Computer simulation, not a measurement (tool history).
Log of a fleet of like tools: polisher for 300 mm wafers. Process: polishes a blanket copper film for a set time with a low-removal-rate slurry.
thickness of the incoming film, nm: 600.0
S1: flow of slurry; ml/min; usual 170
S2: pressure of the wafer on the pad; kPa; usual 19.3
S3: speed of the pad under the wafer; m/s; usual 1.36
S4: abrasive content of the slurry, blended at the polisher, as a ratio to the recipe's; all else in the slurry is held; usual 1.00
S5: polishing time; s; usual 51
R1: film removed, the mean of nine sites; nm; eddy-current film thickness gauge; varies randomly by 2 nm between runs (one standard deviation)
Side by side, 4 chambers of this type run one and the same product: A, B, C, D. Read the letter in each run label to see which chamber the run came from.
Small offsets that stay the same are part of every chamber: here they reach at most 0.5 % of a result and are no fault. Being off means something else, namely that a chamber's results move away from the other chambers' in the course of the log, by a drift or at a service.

| run | hour | S1 | S2 | S3 | S4 | S5 | R1 |
|---|---|---|---|---|---|---|---|
| 1B | 4.3 | 170 | 19.3 | 1.36 | 1.00 | 51 | 180.50 |
| 2D | 7.6 | 170 | 19.3 | 1.36 | 1.00 | 51 | 176.88 |
| 3A | 12.5 | 170 | 19.3 | 1.36 | 1.00 | 51 | 176.77 |
| 4C | 17.4 | 170 | 19.3 | 1.36 | 1.00 | 51 | 176.95 |
| 5A | 21.2 | 125 | 19.3 | 1.36 | 1.25 | 51 | 178.12 |
|  | 23.8 | chamber A: worn pad replaced by a new one |
|  | 24.1 | chamber B: head pressure recalibrated |
| 6D | 28.5 | 125 | 19.3 | 1.36 | 1.25 | 51 | 174.88 |
|  | 28.8 | chamber B: worn pad replaced by a new one |
| 7B | 32.9 | 125 | 19.3 | 1.36 | 1.25 | 51 | 177.16 |
| 8C | 37.6 | 125 | 19.3 | 1.36 | 1.25 | 51 | 176.81 |
| 9A | 41.8 | 170 | 19.3 | 1.36 | 1.00 | 51 | 176.72 |
| 10D | 48.8 | 170 | 19.3 | 1.36 | 1.00 | 51 | 178.95 |
| 11C | 52.4 | 170 | 19.3 | 1.36 | 1.00 | 51 | 174.81 |
| 12B | 56.8 | 170 | 19.3 | 1.36 | 1.00 | 51 | 174.42 |
| 13D | 60.3 | 170 | 19.3 | 1.36 | 1.00 | 51 | 179.45 |
|  | 61.5 | chamber B: slurry blender recalibrated |
|  | 66.6 | chamber C: head pressure recalibrated |
| 14C | 67.4 | 170 | 19.3 | 1.36 | 1.00 | 51 | 162.29 |
|  | 69.8 | chamber A: head pressure recalibrated |
| 15A | 73.8 | 170 | 19.3 | 1.36 | 1.00 | 51 | 177.41 |
| 16B | 79.9 | 170 | 19.3 | 1.36 | 1.00 | 51 | 177.13 |
|  | 80.2 | chamber D: worn pad replaced by a new one |
|  | 81.4 | chamber C: slurry blender recalibrated |
|  | 82.6 | chamber A: worn pad replaced by a new one |
| 17C | 84.6 | 170 | 19.3 | 1.36 | 1.00 | 51 | 164.53 |
|  | 89.4 | chamber B: worn pad replaced by a new one |
| 18D | 91.2 | 170 | 19.3 | 1.36 | 1.00 | 51 | 177.31 |
|  | 92.2 | chamber D: slurry blender recalibrated |
| 19A | 95.5 | 170 | 19.3 | 1.36 | 1.00 | 51 | 180.53 |
| 20B | 102.6 | 170 | 19.3 | 1.36 | 1.00 | 51 | 178.58 |
| 21A | 106.3 | 170 | 19.3 | 1.36 | 1.00 | 51 | 176.88 |
| 22C | 110.4 | 170 | 22.8 | 1.36 | 0.85 | 51 | 186.52 |
| 23D | 114.1 | 170 | 22.8 | 1.36 | 0.85 | 51 | 198.21 |
| 24B | 118.5 | 170 | 22.8 | 1.36 | 0.85 | 51 | 205.53 |
| 25D | 122.8 | 170 | 22.8 | 1.36 | 0.85 | 51 | 204.65 |
|  | 122.9 | chamber C: worn pad replaced by a new one |
|  | 129.8 | chamber B: slurry nozzle cleaned |
| 26B | 130.2 | 170 | 19.3 | 1.36 | 1.00 | 51 | 179.21 |
| 27C | 135.9 | 170 | 19.3 | 1.36 | 1.00 | 51 | 165.38 |
| 28A | 140.0 | 170 | 19.3 | 1.36 | 1.00 | 51 | 174.80 |
|  | 142.1 | chamber A: worn pad replaced by a new one |
| 29C | 144.4 | 170 | 19.3 | 1.36 | 1.00 | 51 | 165.36 |
| 30B | 148.0 | 170 | 19.3 | 1.36 | 1.00 | 51 | 177.31 |
| 31A | 153.5 | 170 | 19.3 | 1.36 | 1.00 | 51 | 179.44 |
|  | 153.7 | chamber B: worn pad replaced by a new one |
| 32D | 160.7 | 200 | 19.3 | 1.36 | 1.00 | 51 | 182.49 |
| 33D | 167.2 | 200 | 19.3 | 1.36 | 1.00 | 51 | 182.94 |
| 34C | 171.2 | 200 | 19.3 | 1.36 | 1.00 | 51 | 166.76 |
| 35B | 177.6 | 200 | 19.3 | 1.36 | 1.00 | 51 | 183.10 |
| 36A | 184.5 | 170 | 19.3 | 1.36 | 1.00 | 51 | 178.02 |
| 37A | 188.6 | 170 | 19.3 | 1.36 | 1.00 | 51 | 179.74 |
| 38C | 195.2 | 170 | 19.3 | 1.36 | 1.00 | 51 | 161.29 |

Is one chamber out of step, is the gauge drifting, or do the chambers differ by no more than their own small offsets? For an off chamber, give its letter and the likeliest cause.

The work done on chamber C during a service left it standing apart from the others.
What lies behind it: head's pressure below its setpoint, % = 7.03.

Which of the 4 candidates below, each the usual settings with something changed and its results left as question marks, puts chamber C back in line with what the other chambers give on the usual settings?
Counts as in line when no further than this from what the other chambers average on the usual settings: R1 7.00 nm
| 39C-1 | 200.5 | 170 | 19.3 | 1.36 | 1.00 | 47 | ? |
| 39C-2 | 200.5 | 170 | 18.6 | 1.30 | 1.00 | 48 | ? |
| 39C-3 | 200.5 | 175 | 19.3 | 1.56 | 1.00 | 51 | ? |
| 39C-4 | 200.5 | 170 | 19.3 | 1.36 | 1.00 | 55 | ? |

The other chambers' mean on the usual settings: R1 177.44 nm
| run | R1 |
|---|---|
| 39C-1 | 151.87 |
| 39C-2 | 142.94 |
| 39C-3 | 189.63 |
| 39C-4 | 177.72 |
It is 39C-4 that realigns the chamber with its peers.

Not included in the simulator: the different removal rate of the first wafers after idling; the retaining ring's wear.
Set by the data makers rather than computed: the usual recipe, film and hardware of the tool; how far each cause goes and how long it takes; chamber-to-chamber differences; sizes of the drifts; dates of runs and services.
